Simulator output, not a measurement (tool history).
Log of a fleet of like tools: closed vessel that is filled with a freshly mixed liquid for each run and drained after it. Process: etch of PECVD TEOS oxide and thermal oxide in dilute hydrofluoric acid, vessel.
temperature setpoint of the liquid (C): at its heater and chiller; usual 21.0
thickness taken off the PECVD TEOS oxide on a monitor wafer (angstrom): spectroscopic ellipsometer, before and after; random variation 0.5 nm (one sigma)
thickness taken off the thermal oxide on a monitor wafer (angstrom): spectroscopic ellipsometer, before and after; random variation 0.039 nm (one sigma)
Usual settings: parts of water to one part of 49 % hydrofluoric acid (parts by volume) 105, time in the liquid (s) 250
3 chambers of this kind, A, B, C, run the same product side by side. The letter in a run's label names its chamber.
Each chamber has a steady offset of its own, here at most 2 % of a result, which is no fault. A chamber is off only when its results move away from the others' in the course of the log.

run	hour	temperature setpoint of the liquid (C)	parts of water to one part of 49 % hydrofluoric acid (parts by volume)	time in the liquid (s)	hours since the thermometer was replaced	hours since the hydrofluoric acid flow meter was replaced	read-back film thickness of the PECVD TEOS oxide reference wafer, read on the same gauge (nm)	read-back film thickness of the thermal oxide reference wafer, read on the same gauge (nm)	thickness taken off the PECVD TEOS oxide on a monitor wafer (angstrom)	thickness taken off the thermal oxide on a monitor wafer (angstrom)
1C	3.9	21.0	105	250	78.0	583.5	39.997	100.000	510.27	103.390
2B	9.0	21.0	105	250	481.6	45.8	39.950	99.976	503.19	104.250
3A	12.3	21.0	105	250	346.4	769.0	39.975	100.010	502.71	104.410
4A	16.6	21.0	105	250	350.7	773.3	39.998	99.985	503.88	104.160
5C	19.9	21.0	105	250	94.0	599.5	40.036	99.980	510.27	103.340
6B	23.5	21.0	105	250	496.1	60.3	40.060	99.985	494.74	103.260
7A	26.5	21.0	105	250	360.6	783.2	40.037	100.000	504.60	105.130
8B	29.7	21.0	105	250	502.3	66.5	39.973	100.010	508.60	103.510
9C	34.6	21.0	105	250	108.7	614.2	39.963	99.982	500.58	104.250
10C	38.0	21.0	105	190	112.1	617.6	39.985	99.965	389.82	78.654
11B	42.1	21.0	105	190	514.7	78.9	39.992	99.963	393.16	78.447
12A	46.1	21.0	105	190	380.2	802.8	39.984	100.010	382.19	79.160
13B	50.3	21.0	130	250	522.9	87.1	39.988	99.980	398.18	81.662
14A	56.6	21.0	130	250	390.7	813.3	39.971	99.973	402.76	82.212
15C	62.1	21.0	130	250	136.2	641.7	39.997	100.010	398.04	81.771
16C	65.4	17.0	105	380	139.5	645.0	39.972	99.994	665.92	134.220
17A	69.4	17.0	105	380	403.5	826.1	39.982	99.996	666.97	133.930
18B	73.3	17.0	105	380	545.9	110.1	40.063	100.010	649.61	131.390
19B	78.3	21.0	105	250	550.9	115.1	39.989	100.000	511.82	103.420
20A	82.2	21.0	105	250	416.3	838.9	40.008	99.994	499.81	103.670
21C	86.3	21.0	105	250	160.4	665.9	40.001	99.964	508.80	104.520
22B	91.3	21.0	105	250	563.9	128.1	40.047	99.966	510.17	103.590
23C	95.3	23.5	105	205	169.4	674.9	40.042	99.994	457.32	93.676
24A	101.6	23.5	105	205	435.7	858.3	39.998	100.000	464.20	94.445
25A	107.5	23.5	105	205	441.6	864.2	40.015	99.994	459.29	94.947
26B	113.0	21.0	105	250	585.6	149.8	40.010	99.985	502.78	103.190
27C	115.9	21.0	105	250	190.0	695.5	39.952	99.991	509.31	103.250
28B	121.8	21.0	105	110	594.4	158.6	40.040	99.999	224.37	45.550

Next, every chamber runs the same settings. What will each give?
29A	126.5	17.0	105	250					?	?
29B	126.5	17.0	105	250					?	?
29C	126.5	17.0	105	250					?	?

run	thickness taken off the PECVD TEOS oxide on a monitor wafer (angstrom)	thickness taken off the thermal oxide on a monitor wafer (angstrom)
29A	430.96	89.275
29B	427.15	87.808
29C	433.51	88.095
